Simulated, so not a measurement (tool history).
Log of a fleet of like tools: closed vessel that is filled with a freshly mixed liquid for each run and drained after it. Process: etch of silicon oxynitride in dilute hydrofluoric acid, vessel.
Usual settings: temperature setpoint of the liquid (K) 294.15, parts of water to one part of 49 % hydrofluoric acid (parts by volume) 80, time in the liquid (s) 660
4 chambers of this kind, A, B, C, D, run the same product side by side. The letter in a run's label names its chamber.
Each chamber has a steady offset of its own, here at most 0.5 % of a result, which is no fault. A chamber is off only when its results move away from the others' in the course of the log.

run  hour  temperature setpoint of the liquid (K)  parts of water to one part of 49 % hydrofluoric acid (parts by volume)  time in the liquid (s)  hours since the thermometer was replaced  hours since the hydrofluoric acid flow meter was replaced  read-back film thickness of the silicon oxynitride reference wafer, read on the same gauge (nm)  thickness taken off the silicon oxynitride on a monitor wafer (Å)
 1C     3                                  294.15                                                                      80                     660                                      1507                                                      744.2                                                                                              100                                                             166.63
 2A   7.1                                  294.15                                                                      80                     660                                       495                                                      181.4                                                                                              100                                                             167.25
 3D  10.3                                  294.15                                                                      80                     660                                    2196.4                                                      360.2                                                                                           99.999                                                             167.36
 4B    13                                  294.15                                                                      80                     660                                     595.6                                                      466.2                                                                                           100.02                                                              167.3
 5A  16.3                                  294.15                                                                      80                     660                                     504.2                                                      190.6                                                                                           100.01                                                             168.02
 6D  20.2                                  294.15                                                                      80                     660                                    2206.3                                                      370.1                                                                                           99.986                                                             167.41
 7B  25.1                                  294.15                                                                      80                     660                                     607.7                                                      478.3                                                                                           99.958                                                             166.56
 8C  28.9                                  294.15                                                                      80                     660                                    1532.9                                                      770.1                                                                                           100.02                                                             166.78
 9D  31.3                                  294.15                                                                      80                     660                                    2217.4                                                      381.2                                                                                           100.01                                                             166.93
10B  36.1                                  294.15                                                                      80                     660                                     618.7                                                      489.3                                                                                           99.944                                                             167.52
11C  40.5                                  294.15                                                                      80                     660                                    1544.5                                                      781.7                                                                                            99.98                                                             168.13
12A  44.2                                  294.15                                                                      80                     660                                     532.1                                                      218.5                                                                                           99.959                                                             168.26
13D  49.1                                  294.15                                                                      80                     660                                    2235.2                                                        399                                                                                           99.993                                                             168.11
14C  52.6                                  294.15                                                                      80                     660                                    1556.6                                                      793.8                                                                                           99.997                                                             166.98
15B  57.4                                  294.15                                                                      80                     660                                       640                                                      510.6                                                                                           99.994                                                             166.31
16A  60.6                                  294.15                                                                      80                     660                                     548.5                                                      234.9                                                                                           99.998                                                             170.76
17D  65.5                                  294.15                                                                      80                     660                                    2251.6                                                      415.4                                                                                           99.994                                                             167.92
18A  70.3                                  294.15                                                                      80                     660                                     558.2                                                      244.6                                                                                           100.01                                                             170.86
19C    74                                  294.15                                                                      80                     660                                      1578                                                      815.2                                                                                           100.04                                                             166.82
20B  78.2                                  294.15                                                                      80                     660                                     660.8                                                      531.4                                                                                           100.01                                                             166.94
21D  81.2                                  294.15                                                                      80                     660                                    2267.3                                                      431.1                                                                                           99.997                                                             166.62
22C  86.4                                  291.15                                                                      80                     660                                    1590.4                                                      827.6                                                                                              100                                                             143.17
23A  89.9                                  291.15                                                                      80                     660                                     577.8                                                      264.2                                                                                           100.01                                                             148.53
24B  94.4                                  291.15                                                                      80                     660                                       677                                                      547.6                                                                                           99.991                                                             143.15
25A  97.4                                  291.15                                                                      80                     660                                     585.3                                                      271.7                                                                                           99.954                                                             148.35

All 4 chambers run these settings next. Forecast each chamber's results:
26A  101.2                                  294.15                                                                      80                     660                                                                                                                                                                                                                                                                        ?
26B  101.2                                  294.15                                                                      80                     660                                                                                                                                                                                                                                                                        ?
26C  101.2                                  294.15                                                                      80                     660                                                                                                                                                                                                                                                                        ?
26D  101.2                                  294.15                                                                      80                     660                                                                                                                                                                                                                                                                        ?

run  thickness taken off the silicon oxynitride on a monitor wafer (Å)
26A                                                             172.75
26B                                                             166.15
26C                                                             166.21
26D                                                             168.05
